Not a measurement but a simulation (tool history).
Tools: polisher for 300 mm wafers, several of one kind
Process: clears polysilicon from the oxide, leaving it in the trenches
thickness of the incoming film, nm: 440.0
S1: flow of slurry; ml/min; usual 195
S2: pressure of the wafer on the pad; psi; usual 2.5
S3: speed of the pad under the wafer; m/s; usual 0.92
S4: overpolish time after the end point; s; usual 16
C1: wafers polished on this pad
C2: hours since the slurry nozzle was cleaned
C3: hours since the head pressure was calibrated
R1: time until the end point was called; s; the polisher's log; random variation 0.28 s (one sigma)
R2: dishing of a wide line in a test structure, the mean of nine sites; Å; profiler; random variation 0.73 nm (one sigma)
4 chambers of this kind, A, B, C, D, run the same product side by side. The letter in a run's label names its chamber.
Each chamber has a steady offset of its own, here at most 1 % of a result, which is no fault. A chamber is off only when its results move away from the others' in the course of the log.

run   hour   S1   S2    S3  S4   C1     C2      C3      R1      R2
 1C    6.7  195  2.5  0.92  16  672   21.3     915  31.211  442.79
       8.1  -- chamber D: worn pad replaced by a new one
 2B   13.4  195  2.5  0.92  16  561  209.7   789.5  31.162  425.95
 3A   24.6  195  2.5  0.92  16  493  199.7   120.5  30.991  434.66
      31.1  -- chamber C: worn pad replaced by a new one
      33.4  -- chamber A: slurry nozzle cleaned
 4D   35.8  195  2.5  0.92  16  388  199.9  1160.8  30.435  427.47
      41.8  -- chamber B: worn pad replaced by a new one
 5C   45.1  195  2.5  0.92  16  196   59.7   953.4  31.052  439.07
 6B   60.5  195  2.5  0.92  16  262  256.8   836.6  30.712  447.78
      64.9  -- chamber C: head pressure recalibrated
      72.8  -- chamber A: worn pad replaced by a new one
 7A   73.3  195  2.5  0.92  16    7     40   169.2  31.076  428.65
      83.4  -- chamber D: worn pad replaced by a new one
 8D   84.8  195  2.5  0.92  16   20  248.9  1209.8  30.049  433.16
      88.5  -- chamber C: worn pad replaced by a new one
      95.2  -- chamber D: slurry nozzle cleaned
 9B   97.9  195  2.5  0.92  16  786  294.2     874  30.803  424.77
       100  -- chamber B: worn pad replaced by a new one
10A  112.9  195  2.5  0.92  16  562   79.6   208.8  31.112  437.93
11C    123  195  2.5  0.92  16  484  137.6    58.2  31.254  442.02
     135.7  -- chamber B: head pressure recalibrated
12D  138.3  195  2.5  0.92  16  770   43.2  1263.3  31.373   435.5
13D  145.4  195  2.5  0.92  16  869   50.3  1270.4  30.495  439.79
     147.5  -- chamber D: worn pad replaced by a new one
       152  -- chamber A: worn pad replaced by a new one
     152.3  -- chamber C: worn pad replaced by a new one
14A  159.7  195  2.5  0.92  16  107  126.4   255.6  31.219  438.02
     173.1  -- chamber B: worn pad replaced by a new one
15C  174.1  195  2.5  0.92  16  306  188.7   109.3   31.29  439.49
       181  -- chamber D: head pressure recalibrated
16B    186  195  2.5  0.92  16  181  382.3    50.4  30.688   449.8
17A  194.4  195  2.5  0.92  12  594  161.1   290.3  31.184  436.28
     199.5  -- chamber A: head pressure recalibrated
18B  204.8  195  2.5  0.92  12  444  401.1    69.2  30.522  443.14
     212.5  -- chamber C: worn pad replaced by a new one
19C  216.9  195  2.5  0.92  12   61  231.5   152.1  31.271  429.71
     218.8  -- chamber D: worn pad replaced by a new one
     220.6  -- chamber A: worn pad replaced by a new one
20D  227.5  195  2.5  0.92  12  122  132.4    46.5  30.599  447.59
     232.1  -- chamber B: worn pad replaced by a new one
     237.3  -- chamber A: slurry nozzle cleaned
21D  239.8  195  2.5  0.92  16  294  144.7    58.8  30.342  444.21
22C  250.2  195  3.2  0.92  16  528  264.8   185.4   24.47  441.99
23A  263.6  195  3.2  0.92  16  602   26.3    64.2  24.162  422.78
24B  275.5  195  3.2  0.92  16  608  471.8   139.9  24.308  436.04
25B  284.8  195  3.2  0.92  16  738  481.1   149.2  24.223  438.71
     288.9  -- chamber C: worn pad replaced by a new one
     289.9  -- chamber D: worn pad replaced by a new one
     296.4  -- chamber B: worn pad replaced by a new one
26D  296.5  195  2.5  0.92  16   92  201.4   115.5  30.578  450.42
     298.1  -- chamber A: worn pad replaced by a new one
27A  303.8  195  2.5  0.92  16   81   66.5   104.4  30.842  422.63
28C  315.5  195  2.5  0.66  11  373  330.1   250.7  43.585  391.17
29D  328.9  195  2.5  0.66  11  546  233.8   147.9  42.623  393.83
30B  336.9  195  2.5  0.66  11  568  533.2   201.3  42.649  402.82

Next, every chamber runs the same settings. What will each give?
31A  347.9  195  2.5  0.92  16               ?   ?
31B  347.9  195  2.5  0.92  16               ?   ?
31C  347.9  195  2.5  0.92  16               ?   ?
31D  347.9  195  2.5  0.92  16               ?   ?

run      R1      R2
31A  31.206  433.67
31B  31.001   442.9
31C  30.984  448.07
31D  30.749  438.64
